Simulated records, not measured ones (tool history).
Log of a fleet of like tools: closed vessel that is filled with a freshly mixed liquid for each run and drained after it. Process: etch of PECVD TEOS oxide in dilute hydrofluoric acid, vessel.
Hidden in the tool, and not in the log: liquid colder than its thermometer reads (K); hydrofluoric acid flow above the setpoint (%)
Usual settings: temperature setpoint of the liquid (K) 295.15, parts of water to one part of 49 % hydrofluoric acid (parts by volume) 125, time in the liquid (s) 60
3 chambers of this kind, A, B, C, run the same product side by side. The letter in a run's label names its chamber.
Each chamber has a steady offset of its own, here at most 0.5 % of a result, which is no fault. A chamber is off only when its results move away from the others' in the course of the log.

run   hour  temperature setpoint of the liquid (K)  parts of water to one part of 49 % hydrofluoric acid (parts by volume)  time in the liquid (s)  hours since the thermometer was replaced  hours since the hydrofluoric acid flow meter was replaced  read-back film thickness of the PECVD TEOS oxide reference wafer, read on the same gauge (nm)  thickness taken off the PECVD TEOS oxide on a monitor wafer (nm)
 1B   13.1                                  295.15                                                                     125                      60                                    1094.5                                                        311                                                                                         39.991                                                            10.044
 2A   23.9                                  295.15                                                                     125                      60                                      1173                                                      933.2                                                                                         39.979                                                            10.111
 3C   35.1                                  295.15                                                                     125                      60                                    1106.4                                                       51.1                                                                                         39.978                                                            10.046
 4A   44.3                                  295.15                                                                     125                      60                                    1193.4                                                      953.6                                                                                         39.979                                                            10.106
 5C   54.6                                  295.15                                                                     125                      60                                    1125.9                                                       70.6                                                                                         39.965                                                             10.03
 6B   61.6                                  295.15                                                                     125                      60                                      1143                                                      359.5                                                                                         40.006                                                            9.9876
 7A   75.9                                  295.15                                                                     125                      60                                      1225                                                      985.2                                                                                         40.002                                                            10.035
 8B   87.9                                  295.15                                                                     125                      60                                    1169.3                                                      385.8                                                                                         40.004                                                              10.1
 9C   97.8                                  295.15                                                                     125                      60                                    1169.1                                                      113.8                                                                                          40.02                                                            10.066
10B  110.8                                  295.15                                                                     125                      30                                    1192.2                                                      408.7                                                                                         40.009                                                            5.0103
11A  123.3                                  295.15                                                                     125                      30                                    1272.4                                                     1032.6                                                                                         39.994                                                            4.9968
12C  133.3                                  295.15                                                                     125                      30                                    1204.6                                                      149.3                                                                                         39.975                                                             5.005
13B  145.9                                  295.15                                                                     125                      60                                    1227.3                                                      443.8                                                                                         39.982                                                            9.8794
14C  159.6                                  295.15                                                                     125                      60                                    1230.9                                                      175.6                                                                                         39.974                                                            10.003
15A  171.6                                  295.15                                                                     125                      60                                    1320.7                                                     1080.9                                                                                         39.994                                                              10.2
16C  181.3                                  295.15                                                                     125                      60                                    1252.6                                                      197.3                                                                                         40.057                                                            10.201
17B  188.6                                  295.15                                                                     125                      60                                      1270                                                      486.5                                                                                         39.996                                                            10.052
18A  201.1                                  295.15                                                                     125                      60                                    1350.2                                                     1110.4                                                                                         39.992                                                              9.98
19A  214.1                                  295.15                                                                     125                      35                                    1363.2                                                     1123.4                                                                                         40.001                                                            5.8764
20B  227.9                                  295.15                                                                     125                      35                                    1309.3                                                      525.8                                                                                         40.035                                                            5.8228
21C  240.5                                  295.15                                                                     125                      35                                    1311.8                                                      256.5                                                                                         40.018                                                            5.9069
22A  250.7                                  299.15                                                                     125                      60                                    1399.8                                                       1160                                                                                         40.008                                                             11.76
     256.2  -- chamber B: thermometer replaced
23B  262.2                                  299.15                                                                     125                      60                                       6.1                                                      560.1                                                                                         39.976                                                            11.683
24C  270.1                                  299.15                                                                     125                      60                                    1341.4                                                      286.1                                                                                         40.001                                                            11.714
25C  277.1                                  295.15                                                                     125                      60                                    1348.4                                                      293.1                                                                                         40.039                                                            10.043
26B    291                                  295.15                                                                     125                      60                                      34.9                                                      588.9                                                                                         40.015                                                            9.9594
27A  304.9                                  295.15                                                                     125                      60                                      1454                                                     1214.2                                                                                         39.998                                                            10.049
28A  312.4                                  295.15                                                                     125                      60                                    1461.5                                                     1221.7                                                                                         39.964                                                            9.9444
29B  324.7                                  295.15                                                                     125                      60                                      68.6                                                      622.6                                                                                         40.002                                                            10.092
30C  331.1                                  295.15                                                                     125                      60                                    1402.4                                                      347.1                                                                                         39.984                                                            10.013
31A  340.6                                  295.15                                                                     125                      60                                    1489.7                                                     1249.9                                                                                         39.988                                                            10.053
32C  352.4                                  295.15                                                                     125                      60                                    1423.7                                                      368.4                                                                                         40.018                                                            10.198
33B  362.4                                  295.15                                                                      90                      60                                     106.3                                                      660.3                                                                                         39.981                                                            14.517
34B  370.5                                  295.15                                                                      90                      60                                     114.4                                                      668.4                                                                                         39.979                                                             14.57
35A  383.4                                  295.15                                                                      90                      60                                    1532.5                                                     1292.7                                                                                         39.994                                                            14.426
     388.4  -- chamber A: thermometer replaced
36C  394.6                                  295.15                                                                     125                      85                                    1465.9                                                      410.6                                                                                         40.008                                                            14.334
37A  408.2                                  295.15                                                                     125                      85                                      19.8                                                     1317.5                                                                                         39.949                                                            14.124
38B  414.4                                  295.15                                                                     125                      85                                     158.3                                                      712.3                                                                                         40.013                                                            14.224
39C  426.1                                  295.15                                                                     125                      60                                    1497.4                                                      442.1                                                                                         39.995                                                            10.058
40B  437.2                                  295.15                                                                     125                      60                                     181.1                                                      735.1                                                                                         39.967                                                            10.052
41C  447.4                                  295.15                                                                     125                      60                                    1518.7                                                      463.4                                                                                             40                                                            9.9986
42A  454.4                                  295.15                                                                     125                      60                                        66                                                     1363.7                                                                                         39.971                                                            10.164
43C  466.3                                  295.15                                                                     125                      60                                    1537.6                                                      482.3                                                                                         40.001                                                             10.07
44A    475                                  295.15                                                                      80                      60                                      86.6                                                     1384.3                                                                                         40.001                                                            16.204

Is one chamber off against the others, does the gauge drift, or is nothing wrong? If a chamber is off, say which, and what the likeliest cause is.

No chamber stands off beyond its own small offset, and the gauge holds steady.

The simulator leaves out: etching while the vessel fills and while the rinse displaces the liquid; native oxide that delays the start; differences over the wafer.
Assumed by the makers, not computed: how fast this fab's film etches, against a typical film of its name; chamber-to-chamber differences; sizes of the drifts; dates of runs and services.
